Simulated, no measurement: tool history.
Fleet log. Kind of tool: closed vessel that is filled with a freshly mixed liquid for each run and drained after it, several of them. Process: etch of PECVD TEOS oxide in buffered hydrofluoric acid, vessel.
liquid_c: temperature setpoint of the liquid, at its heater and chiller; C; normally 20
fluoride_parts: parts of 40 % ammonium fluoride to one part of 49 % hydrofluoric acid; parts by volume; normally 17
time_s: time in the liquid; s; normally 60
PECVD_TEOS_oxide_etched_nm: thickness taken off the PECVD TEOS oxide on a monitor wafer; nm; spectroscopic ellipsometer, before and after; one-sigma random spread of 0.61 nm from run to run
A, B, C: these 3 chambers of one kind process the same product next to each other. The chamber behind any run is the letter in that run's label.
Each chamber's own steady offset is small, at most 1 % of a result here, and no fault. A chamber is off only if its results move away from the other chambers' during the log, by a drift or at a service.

| run | day | liquid_c | fluoride_parts | time_s | hours since the thermometer was replaced | hours since the hydrofluoric acid flow meter was replaced | read-back film thickness of the PECVD TEOS oxide reference wafer, read on the same gauge (nm) | PECVD_TEOS_oxide_etched_nm |
|---|---|---|---|---|---|---|---|---|
| 1A | 0.292 | 20 | 17 | 60 | 1906.1 | 26.9 | 120.01 | 73.795 |
| 2B | 0.771 | 20 | 17 | 60 | 310.8 | 552.1 | 120.01 | 72.860 |
| 3C | 1.200 | 20 | 17 | 60 | 1429.5 | 441.4 | 120.03 | 72.482 |
| 4B | 1.529 | 20 | 17 | 60 | 329.0 | 570.3 | 120.03 | 73.945 |
| 5C | 1.812 | 20 | 17 | 60 | 1444.2 | 456.1 | 120.03 | 73.203 |
| 6A | 2.121 | 20 | 17 | 60 | 1950.0 | 70.8 | 119.97 | 72.530 |
| 7B | 2.521 | 20 | 17 | 60 | 352.8 | 594.1 | 120.03 | 71.647 |
| 8C | 2.804 | 20 | 17 | 60 | 1468.0 | 479.9 | 120.01 | 73.104 |
| 9A | 3.225 | 20 | 17 | 60 | 1976.5 | 97.3 | 120.02 | 72.854 |
| 10A | 3.642 | 20 | 17 | 60 | 1986.5 | 107.3 | 120.01 | 72.064 |
| 11B | 4.100 | 20 | 17 | 60 | 390.7 | 632.0 | 119.99 | 73.441 |
| 12C | 4.533 | 20 | 17 | 60 | 1509.5 | 521.4 | 120.03 | 71.258 |
| 13B | 4.921 | 20 | 17 | 60 | 410.4 | 651.7 | 120.03 | 72.208 |
| 14C | 5.350 | 20 | 17 | 60 | 1529.1 | 541.0 | 120.02 | 71.811 |
| 15A | 5.904 | 20 | 17 | 60 | 2040.8 | 161.6 | 120.03 | 72.702 |
| 16C | 6.308 | 20 | 17 | 60 | 1552.1 | 564.0 | 119.99 | 69.988 |
| 17A | 6.642 | 20 | 17 | 60 | 2058.5 | 179.3 | 120.01 | 73.112 |
| 18B | 7.121 | 20 | 17 | 60 | 463.2 | 704.5 | 120.03 | 72.910 |
| 19A | 7.583 | 20 | 17 | 60 | 2081.1 | 201.9 | 119.97 | 73.751 |
| 20C | 7.883 | 20 | 17 | 60 | 1589.9 | 601.8 | 119.98 | 68.062 |
| 21B | 8.125 | 20 | 17 | 60 | 487.3 | 728.6 | 120.00 | 73.049 |

All chambers now run identical settings, listed one chamber a line with results as question marks. What results will each chamber show?
| 22A | 8.517 | 20 | 17 | 85 |  |  |  | ? |
| 22B | 8.517 | 20 | 17 | 85 |  |  |  | ? |
| 22C | 8.517 | 20 | 17 | 85 |  |  |  | ? |

| run | PECVD_TEOS_oxide_etched_nm |
|---|---|
| 22A | 102.160 |
| 22B | 101.360 |
| 22C | 96.301 |
